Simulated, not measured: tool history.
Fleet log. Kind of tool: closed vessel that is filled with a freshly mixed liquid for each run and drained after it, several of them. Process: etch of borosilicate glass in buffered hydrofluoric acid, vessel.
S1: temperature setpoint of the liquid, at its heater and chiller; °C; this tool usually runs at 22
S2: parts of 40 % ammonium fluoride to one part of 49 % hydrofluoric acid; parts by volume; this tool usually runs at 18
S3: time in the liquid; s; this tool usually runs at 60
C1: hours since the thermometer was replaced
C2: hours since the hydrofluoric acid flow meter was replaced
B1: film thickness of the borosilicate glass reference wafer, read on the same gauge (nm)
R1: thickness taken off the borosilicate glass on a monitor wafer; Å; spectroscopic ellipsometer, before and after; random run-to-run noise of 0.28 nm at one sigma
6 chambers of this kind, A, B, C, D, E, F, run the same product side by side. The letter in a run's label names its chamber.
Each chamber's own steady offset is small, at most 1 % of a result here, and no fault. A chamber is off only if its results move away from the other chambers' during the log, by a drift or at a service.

run,hour,S1,S2,S3,C1,C2,B1,R1
1B,6.1,22,18,60,389.7,594.7,59.972,374.47
2E,13.1,22,18,60,627.3,765.5,60.026,378.28
3D,20.7,22,18,60,849.3,168,59.985,375.04
4C,24.5,22,18,60,1103.8,1784.9,59.957,372.91
5A,30.2,22,18,60,1287.2,144.5,59.981,372.58
6F,34.9,22,18,60,1961.4,422.5,60.034,381.81
7E,41,26,18,60,655.2,793.4,60.004,473.62
8C,49.4,26,18,60,1128.7,1809.8,60.038,455.75
9D,55.3,26,18,60,883.9,202.6,60.005,470.89
10F,61,26,18,60,1987.5,448.6,59.991,471.82
11A,65.8,26,18,60,1322.8,180.1,59.95,466.33
12B,73.6,26,18,60,457.2,662.2,60.01,466.47
13F,79.9,22,18,60,2006.4,467.5,59.926,377.17
14A,88.3,22,18,60,1345.3,202.6,60.011,370.6
15B,93.2,22,18,60,476.8,681.8,59.975,378.55
16C,100.8,22,18,60,1180.1,1861.2,59.974,379.29
17E,106.3,22,21.5,40,720.5,858.7,59.989,213.89
18D,114.5,22,21.5,40,943.1,261.8,59.986,216.99
19C,121.3,22,21.5,40,1200.6,1881.7,59.959,210.4
20A,127.3,22,21.5,40,1384.3,241.6,59.975,212.78
21B,133.4,22,21.5,40,517,722,60.025,216.3
22D,138.3,22,21.5,40,966.9,285.6,59.973,214.98
23E,143.8,24,18,75,758,896.2,59.986,532.87
24F,149.8,24,18,75,2076.3,537.4,60.003,525.94
25C,155.7,24,18,75,1235,1916.1,60.013,512.65
26F,163.3,24,18,75,2089.8,550.9,60.049,531.28
# hour 165.7: chamber F: hydrofluoric acid flow meter replaced
27D,168.9,24,18,75,997.5,316.2,59.974,525.11
# hour 176.7: chamber B: hydrofluoric acid flow meter replaced
28A,177.5,24,18,75,1434.5,291.8,60.002,506.28
29E,184.9,22,22,60,799.1,937.3,59.998,321.27
30B,189.2,22,22,60,572.8,12.6,60.052,318.06
31E,196,22,22,60,810.2,948.4,60.003,320.79
32D,204,22,22,60,1032.6,351.3,60.006,314.79
33B,209.2,22,22,60,592.8,32.6,59.973,317.98
34A,217.2,22,22,60,1474.2,331.5,60.026,298.88
35C,224.1,22,18,60,1303.4,1984.5,60.043,378.19
# hour 226.5: chamber D: hydrofluoric acid flow meter replaced
36F,229.1,22,18,60,2155.6,63.5,59.957,379.83
37F,233.6,22,18,60,2160.1,68,60.004,374.33
38E,241.1,18,23.5,60,855.3,993.5,60.003,241.06
# hour 244: chamber F: thermometer replaced
39A,246.1,18,23.5,60,1503.1,360.4,60.002,225.63
# hour 250.8: chamber D: thermometer replaced
40D,254.3,18,23.5,60,3.6,27.9,59.986,243.61
41B,261.9,18,23.5,60,645.5,85.3,60.005,242.75
42C,270.1,18,23.5,60,1349.4,2030.5,59.994,242.96
43C,275.3,18,23.5,60,1354.6,2035.7,59.999,242.32
44F,283.6,18.5,18,60,39.6,118,60.033,312.25

Read the log: is a single chamber off, either drifting away or since a service, is the gauge that measures every chamber drifting, or is nothing wrong beyond small per-chamber offsets? Name any odd chamber and what most likely caused it.

It is chamber A that slowly wanders off from its peers.
Cause: liquid colder than its thermometer reads (K) = 1.44.
It could be hard to tell apart here from: hydrofluoric acid flow below the setpoint (%).

Here are 4 candidates for chamber A's next run, each the usual settings with a change, their results left as question marks. Which one brings its results back in line with what the others give on the usual settings?
Allowed miss from the other chambers' usual-settings mean, per result, to count as in line: R1 9.8 Å
45A-1,289.8,21,20.5,60,,,,?
45A-2,289.8,22,16.5,60,,,,?
45A-3,289.8,22,15,60,,,,?
45A-4,289.8,21.5,19,60,,,,?

Average result of the remaining chambers running the usual settings: R1 376.74 Å
run,R1
45A-1,288.62
45A-2,376.58
45A-3,414.59
45A-4,317.78
Change 45A-2 lands the chamber within the allowed miss of the other chambers.

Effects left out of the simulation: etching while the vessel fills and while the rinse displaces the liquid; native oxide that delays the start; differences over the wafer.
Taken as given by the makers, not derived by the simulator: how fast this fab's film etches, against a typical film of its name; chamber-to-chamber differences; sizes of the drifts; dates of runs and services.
